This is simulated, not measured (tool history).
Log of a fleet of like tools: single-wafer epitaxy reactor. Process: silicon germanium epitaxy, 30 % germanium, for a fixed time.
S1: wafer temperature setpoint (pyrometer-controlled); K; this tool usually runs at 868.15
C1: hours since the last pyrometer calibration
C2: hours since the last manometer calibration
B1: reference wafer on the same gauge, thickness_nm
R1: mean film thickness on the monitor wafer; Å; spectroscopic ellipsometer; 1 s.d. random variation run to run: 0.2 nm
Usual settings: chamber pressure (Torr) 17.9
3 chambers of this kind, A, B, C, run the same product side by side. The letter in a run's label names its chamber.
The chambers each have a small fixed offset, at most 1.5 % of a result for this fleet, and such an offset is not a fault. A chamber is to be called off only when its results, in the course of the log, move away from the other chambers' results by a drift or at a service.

run 1A hour=12.3 | S1=868.15 chamber_pressure_(Torr)=17.9 | C1=1835.3 C2=137.6 | B1=53.711 | R1=514.93
run 2C hour=25.8 | S1=868.15 chamber_pressure_(Torr)=17.9 | C1=271.9 C2=300.2 | B1=53.636 | R1=519.80
run 3B hour=38.9 | S1=868.15 chamber_pressure_(Torr)=17.9 | C1=792.9 C2=943.9 | B1=53.747 | R1=511.74
run 4B hour=47.5 | S1=868.15 chamber_pressure_(Torr)=17.9 | C1=801.5 C2=952.5 | B1=53.655 | R1=514.35
run 5A hour=62.3 | S1=868.15 chamber_pressure_(Torr)=17.9 | C1=1885.3 C2=187.6 | B1=53.667 | R1=517.16
run 6C hour=76.5 | S1=868.15 chamber_pressure_(Torr)=17.9 | C1=322.6 C2=350.9 | B1=53.674 | R1=519.38
run 7C hour=88.3 | S1=868.15 chamber_pressure_(Torr)=17.9 | C1=334.4 C2=362.7 | B1=53.758 | R1=518.55
run 8A hour=99.7 | S1=868.15 chamber_pressure_(Torr)=17.9 | C1=1922.7 C2=225.0 | B1=53.742 | R1=514.77
run 9B hour=109.3 | S1=868.15 chamber_pressure_(Torr)=17.9 | C1=863.3 C2=1014.3 | B1=53.709 | R1=513.90
run 10B hour=119.8 | S1=868.15 chamber_pressure_(Torr)=17.9 | C1=873.8 C2=1024.8 | B1=53.744 | R1=509.99
run 11C hour=133.0 | S1=879.15 chamber_pressure_(Torr)=20.3 | C1=379.1 C2=407.4 | B1=53.737 | R1=675.18
run 12A hour=141.1 | S1=879.15 chamber_pressure_(Torr)=20.3 | C1=1964.1 C2=266.4 | B1=53.710 | R1=666.28
run 13A hour=149.2 | S1=879.15 chamber_pressure_(Torr)=20.3 | C1=1972.2 C2=274.5 | B1=53.729 | R1=659.96
run 14C hour=162.2 | S1=868.15 chamber_pressure_(Torr)=17.9 | C1=408.3 C2=436.6 | B1=53.698 | R1=518.92
run 15B hour=171.5 | S1=868.15 chamber_pressure_(Torr)=17.9 | C1=925.5 C2=1076.5 | B1=53.704 | R1=508.09
run 16C hour=181.7 | S1=868.15 chamber_pressure_(Torr)=17.9 | C1=427.8 C2=456.1 | B1=53.737 | R1=520.14
run 17A hour=194.6 | S1=874.15 chamber_pressure_(Torr)=17.9 | C1=2017.6 C2=319.9 | B1=53.704 | R1=568.40
run 18B hour=202.1 | S1=874.15 chamber_pressure_(Torr)=17.9 | C1=956.1 C2=1107.1 | B1=53.761 | R1=565.70
run 19B hour=216.3 | S1=874.15 chamber_pressure_(Torr)=17.9 | C1=970.3 C2=1121.3 | B1=53.662 | R1=569.08
run 20A hour=223.7 | S1=868.15 chamber_pressure_(Torr)=17.9 | C1=2046.7 C2=349.0 | B1=53.718 | R1=515.81
run 21C hour=236.1 | S1=868.15 chamber_pressure_(Torr)=17.9 | C1=482.2 C2=510.5 | B1=53.689 | R1=521.35
run 22C hour=250.7 | S1=868.15 chamber_pressure_(Torr)=17.9 | C1=496.8 C2=525.1 | B1=53.732 | R1=522.10
run 23A hour=260.4 | S1=868.15 chamber_pressure_(Torr)=17.9 | C1=2083.4 C2=385.7 | B1=53.687 | R1=513.20
run 24B hour=273.2 | S1=868.15 chamber_pressure_(Torr)=17.9 | C1=1027.2 C2=1178.2 | B1=53.756 | R1=502.85
run 25C hour=285.9 | S1=868.15 chamber_pressure_(Torr)=17.9 | C1=532.0 C2=560.3 | B1=53.669 | R1=523.12
run 26A hour=301.2 | S1=868.15 chamber_pressure_(Torr)=17.9 | C1=2124.2 C2=426.5 | B1=53.711 | R1=515.36
run 27B hour=309.1 | S1=868.15 chamber_pressure_(Torr)=17.9 | C1=1063.1 C2=1214.1 | B1=53.733 | R1=504.58
run 28C hour=324.1 | S1=868.15 chamber_pressure_(Torr)=17.9 | C1=570.2 C2=598.5 | B1=53.660 | R1=523.56
run 29B hour=334.9 | S1=868.15 chamber_pressure_(Torr)=17.9 | C1=1088.9 C2=1239.9 | B1=53.731 | R1=502.35
run 30A hour=341.8 | S1=868.15 chamber_pressure_(Torr)=17.9 | C1=2164.8 C2=467.1 | B1=53.696 | R1=515.15
run 31A hour=355.1 | S1=868.15 chamber_pressure_(Torr)=17.9 | C1=2178.1 C2=480.4 | B1=53.720 | R1=513.01
run 32B hour=368.1 | S1=868.15 chamber_pressure_(Torr)=17.9 | C1=1122.1 C2=1273.1 | B1=53.668 | R1=503.61
run 33C hour=382.5 | S1=868.15 chamber_pressure_(Torr)=17.9 | C1=628.6 C2=656.9 | B1=53.669 | R1=519.27
run 34C hour=394.1 | S1=881.15 chamber_pressure_(Torr)=14.0 | C1=640.2 C2=668.5 | B1=53.699 | R1=596.38

One chamber off, gauge drift, or nothing amiss beyond the chambers' own small offsets? If it is a chamber, which one, and what is the likeliest cause?

It is chamber B that slowly wanders off from its peers.
What lies behind it: wafer temperature below the value expected at the setpoint (K) = 1.26.
The log may not tell that from: true pressure below the setpoint (%).

Chamber B could run next with any of the 4 candidate recipes listed below; each alters the usual settings, and their results appear as question marks. Which one brings its results back in line with what the other chambers deliver on the usual settings?
In-line tolerance around the mean of the other chambers on the usual settings: R1 7.10 Å
run 35B-1 hour=405.4 | S1=870.15 chamber_pressure_(Torr)=17.9 | R1=?
run 35B-2 hour=405.4 | S1=868.15 chamber_pressure_(Torr)=18.2 | R1=?
run 35B-3 hour=405.4 | S1=868.15 chamber_pressure_(Torr)=16.5 | R1=?
run 35B-4 hour=405.4 | S1=868.15 chamber_pressure_(Torr)=17.6 | R1=?

Other chambers, usual settings, mean: R1 516.82 Å
run=35B-1 R1=520.25
run=35B-2 R1=504.70
run=35B-3 R1=485.38
run=35B-4 R1=498.01
It is 35B-1 that realigns the chamber with its peers.
